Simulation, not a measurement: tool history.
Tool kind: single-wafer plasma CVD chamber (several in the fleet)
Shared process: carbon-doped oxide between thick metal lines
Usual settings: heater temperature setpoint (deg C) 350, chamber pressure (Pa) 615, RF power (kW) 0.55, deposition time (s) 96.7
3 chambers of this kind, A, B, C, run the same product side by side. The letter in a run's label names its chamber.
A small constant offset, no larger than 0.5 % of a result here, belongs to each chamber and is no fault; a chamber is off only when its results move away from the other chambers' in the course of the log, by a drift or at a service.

| run | hour | heater temperature setpoint (deg C) | chamber pressure (Pa) | RF power (kW) | deposition time (s) | read-back reference wafer on the same gauge, thickness_nm | mean film thickness on the monitor wafer (angstrom) |
|---|---|---|---|---|---|---|---|
| 1C | 10.1 | 350 | 615 | 0.55 | 96.7 | 546.02 | 5139.1 |
| 2B | 17.6 | 350 | 615 | 0.55 | 96.7 | 545.7 | 5074.5 |
| 3A | 27.2 | 350 | 615 | 0.55 | 96.7 | 545.27 | 5150.9 |
| 4C | 33 | 350 | 615 | 0.55 | 96.7 | 546.39 | 5129.9 |
| 5A | 40.4 | 350 | 615 | 0.55 | 96.7 | 545.29 | 5127.1 |
| 6B | 45.9 | 345 | 615 | 0.55 | 96.7 | 546.19 | 5137 |
| 7C | 55.6 | 345 | 615 | 0.55 | 96.7 | 545.29 | 5191.9 |
| 8A | 63.6 | 345 | 615 | 0.55 | 96.7 | 546.66 | 5192.1 |
| 9B | 72.6 | 350 | 615 | 0.55 | 96.7 | 545.72 | 5089.9 |
| 10B | 83 | 350 | 615 | 0.55 | 96.7 | 546.19 | 5076.4 |
| 11A | 91.1 | 350 | 615 | 0.515 | 108.7 | 545.75 | 5545.5 |
| 12C | 102.2 | 350 | 615 | 0.515 | 108.7 | 546.24 | 5469 |
| 13B | 109.8 | 350 | 615 | 0.515 | 108.7 | 546.05 | 5499.6 |
| 14A | 115.8 | 350 | 615 | 0.55 | 96.7 | 546.38 | 5130.9 |
| 15C | 125.3 | 350 | 615 | 0.55 | 96.7 | 546.23 | 5055 |
| 16B | 131.8 | 350 | 615 | 0.55 | 96.7 | 545.7 | 5050.9 |
| 17A | 137.8 | 355 | 615 | 0.55 | 89.2 | 546.7 | 4664.1 |
| 18C | 148.5 | 355 | 615 | 0.55 | 89.2 | 545.55 | 4589 |
| 19C | 157.1 | 355 | 615 | 0.55 | 89.2 | 546.06 | 4607.7 |
| 20B | 167.5 | 350 | 615 | 0.55 | 96.7 | 545.55 | 5117.6 |
| 21A | 174.5 | 350 | 615 | 0.55 | 96.7 | 546.08 | 5098.5 |
| 22A | 184.5 | 350 | 615 | 0.55 | 96.7 | 546.74 | 5124 |
| 23C | 191.1 | 350 | 615 | 0.55 | 96.7 | 546.03 | 5032.5 |
| 24B | 196.2 | 350 | 615 | 0.55 | 96.7 | 546.23 | 5097.6 |
| 25B | 205 | 350 | 615 | 0.55 | 96.7 | 546.13 | 5078.4 |
| 26A | 211.2 | 350 | 615 | 0.55 | 96.7 | 545.84 | 5189 |
| 27C | 217.9 | 350 | 615 | 0.55 | 96.7 | 546.31 | 4968.7 |
| 28C | 224.2 | 350 | 615 | 0.55 | 96.7 | 546.29 | 4971.2 |
| 29B | 230.7 | 350 | 615 | 0.55 | 96.7 | 546.33 | 5117.1 |
| 30A | 235.9 | 350 | 615 | 0.55 | 89 | 546.13 | 4714.9 |
| 31A | 245.8 | 350 | 615 | 0.55 | 89 | 546.48 | 4722.7 |
| 32B | 254.3 | 350 | 615 | 0.55 | 89 | 545.89 | 4678.1 |

Does one chamber stand apart from the rest, does the shared gauge drift, or is all well apart from small per-chamber offsets? Give the chamber and the most likely cause, where there is one.

Chamber C drifts away from the others.
Likeliest cause: delivered RF power below the setpoint (%) = 5.88.

Which of the 4 candidates below, each the usual settings with something changed and its results left as question marks, puts chamber C back in line with what the other chambers give on the usual settings?
In-line tolerance around the mean of the other chambers on the usual settings: mean film thickness on the monitor wafer (angstrom) 75
| 33C-1 | 262.3 | 349 | 615 | 0.58 | 96.7 |  | ? |
| 33C-2 | 262.3 | 348 | 636 | 0.6 | 96.7 |  | ? |
| 33C-3 | 262.3 | 350 | 615 | 0.49 | 96.7 |  | ? |
| 33C-4 | 262.3 | 350 | 615 | 0.55 | 93.3 |  | ? |

Mean of the other chambers on the usual settings: mean film thickness on the monitor wafer (angstrom) 5109.7
| run | mean film thickness on the monitor wafer (angstrom) |
|---|---|
| 33C-1 | 5117.2 |
| 33C-2 | 5267.1 |
| 33C-3 | 4583.3 |
| 33C-4 | 4763 |
33C-1 brings the chamber back in line.
